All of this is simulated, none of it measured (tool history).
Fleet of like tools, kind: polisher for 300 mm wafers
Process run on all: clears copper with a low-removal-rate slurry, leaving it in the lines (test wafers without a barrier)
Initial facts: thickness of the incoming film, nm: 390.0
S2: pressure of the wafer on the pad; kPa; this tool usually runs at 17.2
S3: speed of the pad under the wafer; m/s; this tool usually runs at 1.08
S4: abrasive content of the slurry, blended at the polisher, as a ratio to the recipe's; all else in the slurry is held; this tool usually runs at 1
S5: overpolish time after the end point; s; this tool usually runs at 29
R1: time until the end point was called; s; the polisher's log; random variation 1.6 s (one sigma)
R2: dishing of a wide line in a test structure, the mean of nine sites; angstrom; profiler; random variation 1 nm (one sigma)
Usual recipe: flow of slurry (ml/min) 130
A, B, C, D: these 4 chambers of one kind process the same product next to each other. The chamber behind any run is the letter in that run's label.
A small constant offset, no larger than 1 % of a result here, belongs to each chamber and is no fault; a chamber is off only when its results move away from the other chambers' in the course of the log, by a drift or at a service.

{"hour": 9.0, "done": "chamber A: worn pad replaced by a new one"}
{"run": "1A", "hour": 9.4, "flow of slurry (ml/min)": 130, "S2": 17.2, "S3": 1.08, "S4": 1, "S5": 29, "R1": 162.77, "R2": 472.41}
{"run": "2D", "hour": 18.0, "flow of slurry (ml/min)": 130, "S2": 17.2, "S3": 1.08, "S4": 1, "S5": 29, "R1": 160.92, "R2": 442.77}
{"run": "3C", "hour": 29.7, "flow of slurry (ml/min)": 130, "S2": 17.2, "S3": 1.08, "S4": 1, "S5": 29, "R1": 165.83, "R2": 466.1}
{"run": "4B", "hour": 38.6, "flow of slurry (ml/min)": 130, "S2": 17.2, "S3": 1.08, "S4": 1, "S5": 29, "R1": 165.04, "R2": 456.87}
{"hour": 39.8, "done": "chamber A: slurry nozzle cleaned"}
{"run": "5C", "hour": 44.0, "flow of slurry (ml/min)": 130, "S2": 17.2, "S3": 1.08, "S4": 1, "S5": 29, "R1": 161.62, "R2": 457.3}
{"run": "6A", "hour": 51.1, "flow of slurry (ml/min)": 130, "S2": 17.2, "S3": 1.08, "S4": 1, "S5": 29, "R1": 162.93, "R2": 471.05}
{"run": "7D", "hour": 63.1, "flow of slurry (ml/min)": 130, "S2": 17.2, "S3": 1.08, "S4": 1, "S5": 29, "R1": 163.7, "R2": 456.83}
{"run": "8B", "hour": 75.2, "flow of slurry (ml/min)": 130, "S2": 17.2, "S3": 1.08, "S4": 1, "S5": 29, "R1": 166.68, "R2": 463.29}
{"run": "9A", "hour": 86.5, "flow of slurry (ml/min)": 130, "S2": 17.2, "S3": 1.08, "S4": 1, "S5": 29, "R1": 165.79, "R2": 467.65}
{"hour": 89.0, "done": "chamber B: worn pad replaced by a new one"}
{"run": "10D", "hour": 92.9, "flow of slurry (ml/min)": 130, "S2": 17.2, "S3": 1.08, "S4": 1, "S5": 29, "R1": 164.11, "R2": 457.34}
{"run": "11B", "hour": 103.2, "flow of slurry (ml/min)": 130, "S2": 17.2, "S3": 1.08, "S4": 1, "S5": 29, "R1": 164.28, "R2": 456.38}
{"hour": 104.1, "done": "chamber C: worn pad replaced by a new one"}
{"hour": 109.2, "done": "chamber C: slurry blender recalibrated"}
{"run": "12C", "hour": 111.5, "flow of slurry (ml/min)": 130, "S2": 17.2, "S3": 1.08, "S4": 1, "S5": 29, "R1": 160.71, "R2": 452.02}
{"run": "13C", "hour": 119.3, "flow of slurry (ml/min)": 145, "S2": 17.2, "S3": 0.94, "S4": 1, "S5": 29, "R1": 186.12, "R2": 410.46}
{"run": "14A", "hour": 125.3, "flow of slurry (ml/min)": 145, "S2": 17.2, "S3": 0.94, "S4": 1, "S5": 29, "R1": 184.99, "R2": 395.2}
{"run": "15B", "hour": 137.4, "flow of slurry (ml/min)": 145, "S2": 17.2, "S3": 0.94, "S4": 1, "S5": 29, "R1": 180.99, "R2": 443.01}
{"hour": 143.6, "done": "chamber C: slurry nozzle cleaned"}
{"run": "16D", "hour": 146.8, "flow of slurry (ml/min)": 145, "S2": 17.2, "S3": 0.94, "S4": 1, "S5": 29, "R1": 185.27, "R2": 412.6}
{"hour": 150.1, "done": "chamber D: head pressure recalibrated"}
{"run": "17B", "hour": 156.8, "flow of slurry (ml/min)": 130, "S2": 17.2, "S3": 1.08, "S4": 1, "S5": 29, "R1": 164.73, "R2": 457.87}
{"hour": 159.9, "done": "chamber B: slurry blender recalibrated"}
{"hour": 160.7, "done": "chamber D: worn pad replaced by a new one"}
{"hour": 164.9, "done": "chamber B: head pressure recalibrated"}
{"run": "18A", "hour": 166.4, "flow of slurry (ml/min)": 130, "S2": 17.2, "S3": 1.08, "S4": 1, "S5": 29, "R1": 166.58, "R2": 467.71}
{"run": "19C", "hour": 175.7, "flow of slurry (ml/min)": 130, "S2": 17.2, "S3": 1.08, "S4": 1, "S5": 29, "R1": 162.13, "R2": 455.74}
{"run": "20D", "hour": 185.2, "flow of slurry (ml/min)": 130, "S2": 17.2, "S3": 1.08, "S4": 1, "S5": 29, "R1": 164.86, "R2": 454.1}
{"hour": 193.3, "done": "chamber B: worn pad replaced by a new one"}
{"run": "21C", "hour": 194.7, "flow of slurry (ml/min)": 130, "S2": 17.2, "S3": 1.08, "S4": 1, "S5": 29, "R1": 161.39, "R2": 465.15}
{"hour": 195.5, "done": "chamber A: worn pad replaced by a new one"}
{"hour": 203.4, "done": "chamber A: slurry blender recalibrated"}
{"run": "22A", "hour": 205.1, "flow of slurry (ml/min)": 130, "S2": 17.2, "S3": 1.08, "S4": 1, "S5": 29, "R1": 164.23, "R2": 463.35}
{"run": "23D", "hour": 213.8, "flow of slurry (ml/min)": 130, "S2": 17.2, "S3": 1.08, "S4": 1, "S5": 29, "R1": 162.07, "R2": 456.44}
{"run": "24B", "hour": 219.7, "flow of slurry (ml/min)": 130, "S2": 17.2, "S3": 1.08, "S4": 1, "S5": 29, "R1": 163.65, "R2": 473.74}
{"run": "25C", "hour": 231.6, "flow of slurry (ml/min)": 130, "S2": 17.2, "S3": 1.08, "S4": 1, "S5": 29, "R1": 162.72, "R2": 434.84}
{"run": "26A", "hour": 240.6, "flow of slurry (ml/min)": 130, "S2": 17.2, "S3": 1.08, "S4": 1, "S5": 29, "R1": 163.62, "R2": 456.27}
{"run": "27D", "hour": 248.8, "flow of slurry (ml/min)": 130, "S2": 17.2, "S3": 1.08, "S4": 1, "S5": 29, "R1": 163.45, "R2": 451.6}
{"hour": 254.1, "done": "chamber C: worn pad replaced by a new one"}
{"run": "28B", "hour": 255.5, "flow of slurry (ml/min)": 130, "S2": 17.2, "S3": 1.08, "S4": 1, "S5": 29, "R1": 161.58, "R2": 455.04}
{"run": "29C", "hour": 266.7, "flow of slurry (ml/min)": 130, "S2": 17.2, "S3": 1.08, "S4": 1, "S5": 19, "R1": 166.05, "R2": 324.56}
{"run": "30B", "hour": 274.8, "flow of slurry (ml/min)": 130, "S2": 17.2, "S3": 1.08, "S4": 1, "S5": 19, "R1": 165.29, "R2": 323.66}
{"hour": 276.2, "done": "chamber D: slurry blender recalibrated"}
{"run": "31D", "hour": 285.7, "flow of slurry (ml/min)": 130, "S2": 17.2, "S3": 1.08, "S4": 1, "S5": 19, "R1": 163.05, "R2": 315.65}
{"run": "32A", "hour": 291.9, "flow of slurry (ml/min)": 130, "S2": 17.2, "S3": 1.08, "S4": 1, "S5": 19, "R1": 165.32, "R2": 307.25}
{"run": "33B", "hour": 298.4, "flow of slurry (ml/min)": 130, "S2": 17.2, "S3": 1.08, "S4": 1, "S5": 29, "R1": 163.01, "R2": 458.05}
{"run": "34C", "hour": 306.8, "flow of slurry (ml/min)": 130, "S2": 17.2, "S3": 1.08, "S4": 1, "S5": 29, "R1": 161.17, "R2": 445.19}
{"run": "35D", "hour": 312.3, "flow of slurry (ml/min)": 130, "S2": 17.2, "S3": 1.08, "S4": 1, "S5": 29, "R1": 163.23, "R2": 437.94}
{"run": "36A", "hour": 320.0, "flow of slurry (ml/min)": 130, "S2": 17.2, "S3": 1.08, "S4": 1, "S5": 29, "R1": 163.7, "R2": 462.43}
{"hour": 329.4, "done": "chamber C: slurry blender recalibrated"}
{"run": "37C", "hour": 329.8, "flow of slurry (ml/min)": 130, "S2": 17.2, "S3": 1.08, "S4": 1, "S5": 29, "R1": 162.12, "R2": 465.86}

The same settings go to every chamber for the next run, one line per chamber below. Forecast the results for each:
{"run": "38A", "hour": 338.5, "flow of slurry (ml/min)": 130, "S2": 17.2, "S3": 0.8, "S4": 1, "S5": 29, "R1": "?", "R2": "?"}
{"run": "38B", "hour": 338.5, "flow of slurry (ml/min)": 130, "S2": 17.2, "S3": 0.8, "S4": 1, "S5": 29, "R1": "?", "R2": "?"}
{"run": "38C", "hour": 338.5, "flow of slurry (ml/min)": 130, "S2": 17.2, "S3": 0.8, "S4": 1, "S5": 29, "R1": "?", "R2": "?"}
{"run": "38D", "hour": 338.5, "flow of slurry (ml/min)": 130, "S2": 17.2, "S3": 0.8, "S4": 1, "S5": 29, "R1": "?", "R2": "?"}

run=38A R1=220.87 R2=362.12
run=38B R1=219.00 R2=362.12
run=38C R1=220.11 R2=353.64
run=38D R1=220.35 R2=353.03
